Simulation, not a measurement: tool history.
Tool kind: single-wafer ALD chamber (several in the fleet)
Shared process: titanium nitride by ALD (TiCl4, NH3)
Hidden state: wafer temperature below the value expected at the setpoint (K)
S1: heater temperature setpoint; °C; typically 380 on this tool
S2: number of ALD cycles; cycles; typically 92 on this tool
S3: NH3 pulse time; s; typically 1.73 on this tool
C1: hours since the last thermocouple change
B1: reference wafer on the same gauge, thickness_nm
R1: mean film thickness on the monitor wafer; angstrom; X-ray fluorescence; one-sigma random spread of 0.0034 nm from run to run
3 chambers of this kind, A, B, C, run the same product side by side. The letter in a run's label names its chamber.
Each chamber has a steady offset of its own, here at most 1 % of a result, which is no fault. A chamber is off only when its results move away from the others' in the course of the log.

run   hour   S1  S2    S3      C1      B1      R1
 1A    6.0  380  92  1.73   844.8  2.0802  19.631
 2B   14.6  380  92  1.73  1719.6  2.0812  19.663
 3C   20.4  380  92  1.73  1164.2  2.0806  19.783
 4C   29.1  380  92  1.73  1172.9  2.0817  19.841
 5B   34.2  380  92  1.73  1739.2  2.0815  19.699
 6A   40.4  380  92  1.73   879.2  2.0831  19.582
 7C   48.5  380  92  1.73  1192.3  2.0841  19.849
 8A   52.5  380  92  1.73   891.3  2.0828  19.647
 9B   60.3  380  92  1.73  1765.3  2.0846  19.667
10A   68.9  380  92  1.73   907.7  2.0849  19.659
11B   76.9  380  92  1.73  1781.9  2.0848  19.754
12C   83.6  380  92  1.73  1227.4  2.0858  19.849
13A   91.5  391  92  1.73   930.3  2.0876  19.951
14C   97.0  391  92  1.73  1240.8  2.0869  20.101
15B  102.2  391  92  1.73  1807.2  2.0872  19.959
16C  110.9  380  92  1.73  1254.7  2.0881  19.820
17A  118.0  380  92  1.73   956.8  2.0890  19.650
18B  124.9  380  92  1.73  1829.9  2.0895  19.802
19C  133.6  380  92  1.73  1277.4  2.0893  19.934
20A  138.8  380  92  1.73   977.6  2.0897  19.735
21B  144.9  380  92  1.73  1849.9  2.0899  19.800
22A  153.5  380  92  1.73   992.3  2.0914  19.765
23C  159.4  386  92  2.33  1303.2  2.0925  20.300
24B  164.3  386  92  2.33  1869.3  2.0925  20.282
25C  168.8  386  92  2.33  1312.6  2.0921  20.399
26A  177.4  380  92  1.73  1016.2  2.0930  19.747
27B  185.1  380  92  1.73  1890.1  2.0937  19.822
28C  189.9  380  92  1.73  1333.7  2.0938  19.930
29A  197.9  380  92  1.73  1036.7  2.0949  19.766

Is one chamber out of step, is the gauge drifting, or do the chambers differ by no more than their own small offsets? For an off chamber, give its letter and the likeliest cause.

None of the chambers is off. What moves is the gauge, dragging all their readings along together.
Most likely cause: gauge reads high (%) = 0.718.

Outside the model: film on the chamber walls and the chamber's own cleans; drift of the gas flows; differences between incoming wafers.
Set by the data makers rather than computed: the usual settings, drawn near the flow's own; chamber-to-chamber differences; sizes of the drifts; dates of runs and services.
